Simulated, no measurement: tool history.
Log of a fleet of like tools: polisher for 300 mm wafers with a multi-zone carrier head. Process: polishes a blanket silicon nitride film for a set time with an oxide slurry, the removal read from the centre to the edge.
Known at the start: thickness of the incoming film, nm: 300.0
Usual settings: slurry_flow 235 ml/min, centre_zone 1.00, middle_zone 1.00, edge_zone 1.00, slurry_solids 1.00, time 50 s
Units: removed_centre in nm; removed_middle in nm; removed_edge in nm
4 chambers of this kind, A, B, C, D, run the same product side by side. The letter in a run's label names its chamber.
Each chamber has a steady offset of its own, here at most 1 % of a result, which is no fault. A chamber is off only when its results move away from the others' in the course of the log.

At hour 10.2: chamber D: worn pad replaced by a new one.
Run 1D, hour 14.6: usual settings. Result: removed_centre 37.157 nm, removed_middle 37.365 nm, removed_edge 36.714 nm.
Run 2A, hour 26.4: usual settings. Result: removed_centre 36.939 nm, removed_middle 36.755 nm, removed_edge 36.737 nm.
Run 3C, hour 33.2: usual settings. Result: removed_centre 37.029 nm, removed_middle 36.565 nm, removed_edge 37.155 nm.
Run 4B, hour 41.8: usual settings. Result: removed_centre 37.084 nm, removed_middle 37.205 nm, removed_edge 36.678 nm.
Run 5D, hour 54.9: usual settings. Result: removed_centre 36.831 nm, removed_middle 37.222 nm, removed_edge 36.758 nm.
Run 6C, hour 61.6: usual settings but centre_zone 1.07, slurry_solids 0.80. Result: removed_centre 35.132 nm, removed_middle 32.721 nm, removed_edge 33.219 nm.
Run 7B, hour 74.7: usual settings but centre_zone 1.07, slurry_solids 0.80. Result: removed_centre 35.756 nm, removed_middle 32.501 nm, removed_edge 33.205 nm.
At hour 77.2: chamber D: centre zone pressure recalibrated.
At hour 81.0: chamber B: worn pad replaced by a new one.
Run 8A, hour 89.0: usual settings but centre_zone 1.07, slurry_solids 0.80. Result: removed_centre 35.638 nm, removed_middle 32.702 nm, removed_edge 32.581 nm.
Run 9D, hour 98.0: usual settings but centre_zone 1.07, slurry_solids 0.80. Result: removed_centre 35.650 nm, removed_middle 33.320 nm, removed_edge 32.694 nm.
Run 10C, hour 107.4: usual settings. Result: removed_centre 36.610 nm, removed_middle 37.020 nm, removed_edge 36.317 nm.
At hour 114.3: chamber A: worn pad replaced by a new one.
Run 11B, hour 116.9: usual settings. Result: removed_centre 36.730 nm, removed_middle 36.526 nm, removed_edge 36.989 nm.
At hour 117.4: chamber D: worn pad replaced by a new one.
Run 12A, hour 128.1: usual settings. Result: removed_centre 37.045 nm, removed_middle 36.342 nm, removed_edge 36.636 nm.
Run 13D, hour 140.7: usual settings. Result: removed_centre 37.028 nm, removed_middle 37.101 nm, removed_edge 36.281 nm.
Run 14C, hour 154.2: usual settings. Result: removed_centre 36.515 nm, removed_middle 36.350 nm, removed_edge 36.669 nm.
At hour 158.2: chamber B: worn pad replaced by a new one.
Run 15B, hour 167.6: usual settings. Result: removed_centre 37.427 nm, removed_middle 36.278 nm, removed_edge 36.676 nm.
Run 16A, hour 178.5: usual settings but centre_zone 0.94. Result: removed_centre 34.587 nm, removed_middle 36.162 nm, removed_edge 37.055 nm.
At hour 182.5: chamber C: edge zone pressure recalibrated.
Run 17B, hour 188.2: usual settings but centre_zone 0.94. Result: removed_centre 34.651 nm, removed_middle 36.850 nm, removed_edge 37.518 nm.
Run 18C, hour 196.8: usual settings but centre_zone 0.94. Result: removed_centre 34.403 nm, removed_middle 36.469 nm, removed_edge 36.593 nm.
Run 19D, hour 209.6: usual settings but centre_zone 0.94. Result: removed_centre 34.884 nm, removed_middle 38.154 nm, removed_edge 36.613 nm.
At hour 213.2: chamber D: worn pad replaced by a new one.
At hour 213.9: chamber A: slurry nozzle cleaned.
Run 20A, hour 219.1: usual settings. Result: removed_centre 37.108 nm, removed_middle 36.700 nm, removed_edge 36.577 nm.
At hour 222.9: chamber A: worn pad replaced by a new one.
Run 21C, hour 231.4: usual settings but centre_zone 0.95, middle_zone 0.89. Result: removed_centre 34.446 nm, removed_middle 32.084 nm, removed_edge 36.527 nm.
At hour 232.5: chamber B: worn pad replaced by a new one.
Run 22B, hour 243.2: usual settings but centre_zone 0.95, middle_zone 0.89. Result: removed_centre 34.846 nm, removed_middle 32.746 nm, removed_edge 36.889 nm.
Run 23D, hour 257.3: usual settings but centre_zone 0.95, middle_zone 0.89. Result: removed_centre 34.820 nm, removed_middle 33.462 nm, removed_edge 36.933 nm.
At hour 257.5: chamber A: centre zone pressure recalibrated.
Run 24A, hour 264.2: usual settings but centre_zone 0.95, middle_zone 0.89. Result: removed_centre 35.227 nm, removed_middle 33.085 nm, removed_edge 36.441 nm.
Run 25A, hour 270.7: usual settings but centre_zone 1.06, edge_zone 1.09. Result: removed_centre 39.849 nm, removed_middle 36.964 nm, removed_edge 38.660 nm.
Run 26B, hour 278.6: usual settings but centre_zone 1.06, edge_zone 1.09. Result: removed_centre 39.639 nm, removed_middle 36.468 nm, removed_edge 38.565 nm.
Run 27D, hour 286.6: usual settings but centre_zone 1.06, edge_zone 1.09. Result: removed_centre 39.207 nm, removed_middle 37.000 nm, removed_edge 37.894 nm.
Run 28C, hour 294.9: usual settings but centre_zone 1.06, edge_zone 1.09. Result: removed_centre 38.167 nm, removed_middle 35.270 nm, removed_edge 37.857 nm.
Run 29A, hour 303.7: usual settings. Result: removed_centre 36.934 nm, removed_middle 36.979 nm, removed_edge 37.249 nm.
At hour 309.8: chamber B: centre zone pressure recalibrated.
At hour 312.0: chamber D: worn pad replaced by a new one.
Run 30B, hour 313.7: usual settings. Result: removed_centre 37.526 nm, removed_middle 36.687 nm, removed_edge 36.491 nm.
At hour 318.9: chamber B: worn pad replaced by a new one.
Run 31D, hour 321.1: usual settings but slurry_flow 260 ml/min. Result: removed_centre 37.229 nm, removed_middle 37.588 nm, removed_edge 36.682 nm.
At hour 326.7: chamber A: worn pad replaced by a new one.
Run 32C, hour 334.2: usual settings but slurry_flow 260 ml/min. Result: removed_centre 36.089 nm, removed_middle 36.012 nm, removed_edge 35.640 nm.
Run 33D, hour 341.8: usual settings but slurry_flow 260 ml/min. Result: removed_centre 37.531 nm, removed_middle 37.789 nm, removed_edge 36.670 nm.
Run 34B, hour 351.8: usual settings but slurry_flow 260 ml/min. Result: removed_centre 37.843 nm, removed_middle 37.365 nm, removed_edge 37.406 nm.
Run 35A, hour 363.4: usual settings. Result: removed_centre 37.111 nm, removed_middle 36.482 nm, removed_edge 36.712 nm.
Run 36C, hour 370.0: usual settings. Result: removed_centre 35.658 nm, removed_middle 35.179 nm, removed_edge 35.603 nm.
Run 37B, hour 378.3: usual settings. Result: removed_centre 36.673 nm, removed_middle 36.576 nm, removed_edge 37.526 nm.
Run 38A, hour 392.5: usual settings. Result: removed_centre 36.839 nm, removed_middle 36.349 nm, removed_edge 36.932 nm.
At hour 397.0: chamber D: worn pad replaced by a new one.
Run 39C, hour 405.7: usual settings but middle_zone 0.96. Result: removed_centre 34.917 nm, removed_middle 33.513 nm, removed_edge 35.108 nm.
At hour 408.1: chamber B: worn pad replaced by a new one.
Run 40D, hour 416.9: usual settings but middle_zone 0.96. Result: removed_centre 37.061 nm, removed_middle 36.123 nm, removed_edge 36.739 nm.
Run 41A, hour 424.7: usual settings but middle_zone 0.96. Result: removed_centre 37.053 nm, removed_middle 34.771 nm, removed_edge 37.046 nm.
Run 42B, hour 433.1: usual settings but middle_zone 0.96. Result: removed_centre 37.226 nm, removed_middle 35.141 nm, removed_edge 37.138 nm.

Is one chamber off against the others, does the gauge drift, or is nothing wrong? If a chamber is off, say which, and what the likeliest cause is.

Chamber C drifts away from the others.
Cause: removal rate lost through wear of the pad, % = 4.85.
The log may not tell that from: slurry flow missing at the pad, %.

Here are 4 candidates for chamber C's next run, each the usual settings with a change, their results left as question marks. Which one brings its results back in line with what the others give on the usual settings?
In line means no further than this from the other chambers' mean on the usual settings: removed_centre 0.800 nm; removed_middle 1.100 nm; removed_edge 1.300 nm
Run 43C-1, hour 443.6: usual settings but centre_zone 0.99, time 48 s. Result: removed_centre ?, removed_middle ?, removed_edge ?.
Run 43C-2, hour 443.6: usual settings but time 51 s. Result: removed_centre ?, removed_middle ?, removed_edge ?.
Run 43C-3, hour 443.6: usual settings but time 49 s. Result: removed_centre ?, removed_middle ?, removed_edge ?.
Run 43C-4, hour 443.6: usual settings but centre_zone 1.01, time 52 s. Result: removed_centre ?, removed_middle ?, removed_edge ?.

The other chambers' mean on the usual settings: removed_centre 37.004 nm; removed_middle 36.738 nm; removed_edge 36.775 nm
  run  removed_centre  removed_middle  removed_edge
43C-1          33.366          33.243        33.803
43C-2          35.843          35.318        35.915
43C-3          34.438          33.933        34.507
43C-4          36.946          36.009        36.620
43C-4 brings the chamber back in line.
